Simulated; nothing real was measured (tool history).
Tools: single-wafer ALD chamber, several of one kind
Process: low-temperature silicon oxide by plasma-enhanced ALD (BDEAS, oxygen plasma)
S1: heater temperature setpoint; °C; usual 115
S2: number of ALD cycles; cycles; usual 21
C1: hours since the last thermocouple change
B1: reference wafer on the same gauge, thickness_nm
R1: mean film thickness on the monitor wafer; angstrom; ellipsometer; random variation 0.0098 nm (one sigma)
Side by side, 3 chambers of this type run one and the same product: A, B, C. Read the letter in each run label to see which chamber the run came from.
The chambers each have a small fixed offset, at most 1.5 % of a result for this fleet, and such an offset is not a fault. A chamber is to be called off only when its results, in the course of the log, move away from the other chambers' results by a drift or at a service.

| run | hour | S1 | S2 | C1 | B1 | R1 |
|---|---|---|---|---|---|---|
| 1A | 4.6 | 115 | 21 | 206.2 | 3.4470 | 28.990 |
| 2B | 9.4 | 115 | 21 | 680.7 | 3.4513 | 29.457 |
| 3C | 13.8 | 115 | 21 | 456.1 | 3.4485 | 29.552 |
| 4B | 18.6 | 115 | 21 | 689.9 | 3.4512 | 29.312 |
| 5A | 21.6 | 102 | 21 | 223.2 | 3.4483 | 29.557 |
| 6C | 27.0 | 102 | 21 | 469.3 | 3.4499 | 30.041 |
| 7A | 29.8 | 102 | 21 | 231.4 | 3.4496 | 29.620 |
| 8C | 34.6 | 115 | 21 | 476.9 | 3.4502 | 29.274 |
| 9B | 37.5 | 115 | 21 | 708.8 | 3.4500 | 29.212 |
| 10A | 43.6 | 115 | 21 | 245.2 | 3.4504 | 29.001 |
| 11B | 46.9 | 115 | 21 | 718.2 | 3.4467 | 29.484 |
| 12C | 52.3 | 115 | 21 | 494.6 | 3.4516 | 29.213 |
| 13C | 57.0 | 115 | 21 | 499.3 | 3.4470 | 29.329 |
| 14B | 59.8 | 115 | 21 | 731.1 | 3.4499 | 29.204 |
| 15A | 63.2 | 115 | 21 | 264.8 | 3.4481 | 28.961 |
| 16C | 66.5 | 115 | 21 | 508.8 | 3.4495 | 29.218 |
| 17A | 70.8 | 115 | 21 | 272.4 | 3.4517 | 28.845 |
| 18B | 76.4 | 115 | 21 | 747.7 | 3.4500 | 29.341 |
| 19C | 79.0 | 115 | 21 | 521.3 | 3.4497 | 29.375 |
| 20A | 83.8 | 115 | 21 | 285.4 | 3.4503 | 28.823 |
| 21B | 89.9 | 115 | 21 | 761.2 | 3.4479 | 29.325 |
| 22A | 94.6 | 115 | 21 | 296.2 | 3.4484 | 28.814 |
| 23B | 97.7 | 115 | 21 | 769.0 | 3.4468 | 29.439 |
| 24C | 102.1 | 115 | 21 | 544.4 | 3.4504 | 29.163 |
| 25B | 105.7 | 115 | 21 | 777.0 | 3.4461 | 29.393 |
| 26A | 108.7 | 115 | 24 | 310.3 | 3.4486 | 32.995 |
| 27C | 113.1 | 115 | 24 | 555.4 | 3.4482 | 33.647 |
| 28A | 117.8 | 115 | 24 | 319.4 | 3.4489 | 33.040 |
| 29B | 123.9 | 115 | 21 | 795.2 | 3.4465 | 29.479 |
| 30C | 127.3 | 115 | 21 | 569.6 | 3.4507 | 29.286 |
| 31B | 132.4 | 115 | 21 | 803.7 | 3.4475 | 29.358 |
| 32A | 135.5 | 105 | 19 | 337.1 | 3.4487 | 26.619 |
| 33C | 141.5 | 105 | 19 | 583.8 | 3.4494 | 27.146 |
| 34C | 144.7 | 105 | 19 | 587.0 | 3.4513 | 27.068 |

Read the log: is a single chamber off, either drifting away or since a service, is the gauge that measures every chamber drifting, or is nothing wrong beyond small per-chamber offsets? Name any odd chamber and what most likely caused it.

Neither any chamber nor the gauge drifts; the chambers differ only by their own small, steady offsets.

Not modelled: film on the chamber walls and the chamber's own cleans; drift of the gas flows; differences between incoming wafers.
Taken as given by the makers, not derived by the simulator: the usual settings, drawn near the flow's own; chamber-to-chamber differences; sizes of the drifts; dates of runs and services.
